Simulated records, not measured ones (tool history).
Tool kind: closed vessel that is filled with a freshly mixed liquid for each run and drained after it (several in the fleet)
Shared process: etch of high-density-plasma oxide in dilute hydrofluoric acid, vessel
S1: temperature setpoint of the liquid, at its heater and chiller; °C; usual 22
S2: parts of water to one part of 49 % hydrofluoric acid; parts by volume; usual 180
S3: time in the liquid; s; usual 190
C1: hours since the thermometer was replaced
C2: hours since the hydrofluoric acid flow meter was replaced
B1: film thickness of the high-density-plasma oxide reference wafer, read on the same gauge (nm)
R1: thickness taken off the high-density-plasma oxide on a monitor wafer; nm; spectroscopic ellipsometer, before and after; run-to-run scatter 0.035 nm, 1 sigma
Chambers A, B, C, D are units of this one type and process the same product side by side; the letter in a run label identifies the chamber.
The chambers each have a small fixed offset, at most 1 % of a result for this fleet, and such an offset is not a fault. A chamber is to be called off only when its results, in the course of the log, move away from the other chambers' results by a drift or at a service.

run	hour	S1	S2	S3	C1	C2	B1	R1
1A	6.4	22	180	190	1563.1	1520.5	29.991	4.9094
2D	13	22	180	190	1312.1	812.5	30.034	4.9253
3C	18.3	22	180	190	1059.7	54.1	30.023	5.0238
4B	22.3	22	180	190	975.8	565	30.021	4.9679
5D	28.7	17	135	190	1327.8	828.2	29.985	5.7256
6C	37	17	135	190	1078.4	72.8	30.012	5.6035
7B	40.8	17	135	190	994.3	583.5	30.051	5.5885
8A	49.1	17	135	190	1605.8	1563.2	29.957	5.6368
9A	55.5	22	180	190	1612.2	1569.6	29.934	4.8414
10C	60.1	22	180	190	1101.5	95.9	29.995	4.9151
11B	65.8	22	180	190	1019.3	608.5	30.034	4.9473
12D	71.1	22	180	190	1370.2	870.6	29.985	4.9071
13D	75.4	22	180	190	1374.5	874.9	30.054	4.9309
14C	82.8	22	180	190	1124.2	118.6	29.975	4.9359
15A	88.9	22	180	190	1645.6	1603	30.038	4.8843
16B	96.3	24.5	125	190	1049.8	639	29.995	8.166
17A	104.6	24.5	125	190	1661.3	1618.7	30.009	8.2459
18D	109.2	24.5	125	190	1408.3	908.7	30.017	8.1886
19C	115.8	24.5	125	190	1157.2	151.6	29.962	8.2772
# hour 117.6: chamber A: thermometer replaced
20B	123.7	22	180	190	1077.2	666.4	30.03	4.9126
21A	130.4	22	180	190	12.8	1644.5	30	4.8869
22C	136.1	22	180	190	1177.5	171.9	29.986	4.9118
23B	140.7	22	180	190	1094.2	683.4	30.035	4.948
24D	148.7	22	180	190	1447.8	948.2	29.974	4.764
25A	153.4	22	180	190	35.8	1667.5	30.008	4.8977
26D	157.9	22	180	190	1457	957.4	30.016	4.7815
27C	164.2	22	180	280	1205.6	200	30.025	7.3181
28B	169.8	22	180	280	1123.3	712.5	29.972	7.2606
29A	177.6	22	180	280	60	1691.7	30.018	7.2657
30D	182.2	22	180	280	1481.3	981.7	29.963	7.068
# hour 185: chamber A: hydrofluoric acid flow meter replaced
31C	190.5	22	180	190	1231.9	226.3	29.967	4.9385
32B	197.2	22	180	190	1150.7	739.9	29.98	4.9292
33C	203.9	22	180	190	1245.3	239.7	30.048	4.8954
34A	209.5	22	180	190	91.9	24.5	30	4.8375
35D	215.4	22	180	190	1514.5	1014.9	30.006	4.7567
36B	220.7	22	180	190	1174.2	763.4	30.046	4.9701
37D	225.3	22	180	190	1524.4	1024.8	29.991	4.7127

Predict what each chamber gives when all 4 of them run the settings below next.
38A	231.4	18.5	180	190				?
38B	231.4	18.5	180	190				?
38C	231.4	18.5	180	190				?
38D	231.4	18.5	180	190				?

run	R1
38A	4.2982
38B	4.3146
38C	4.269
38D	4.07

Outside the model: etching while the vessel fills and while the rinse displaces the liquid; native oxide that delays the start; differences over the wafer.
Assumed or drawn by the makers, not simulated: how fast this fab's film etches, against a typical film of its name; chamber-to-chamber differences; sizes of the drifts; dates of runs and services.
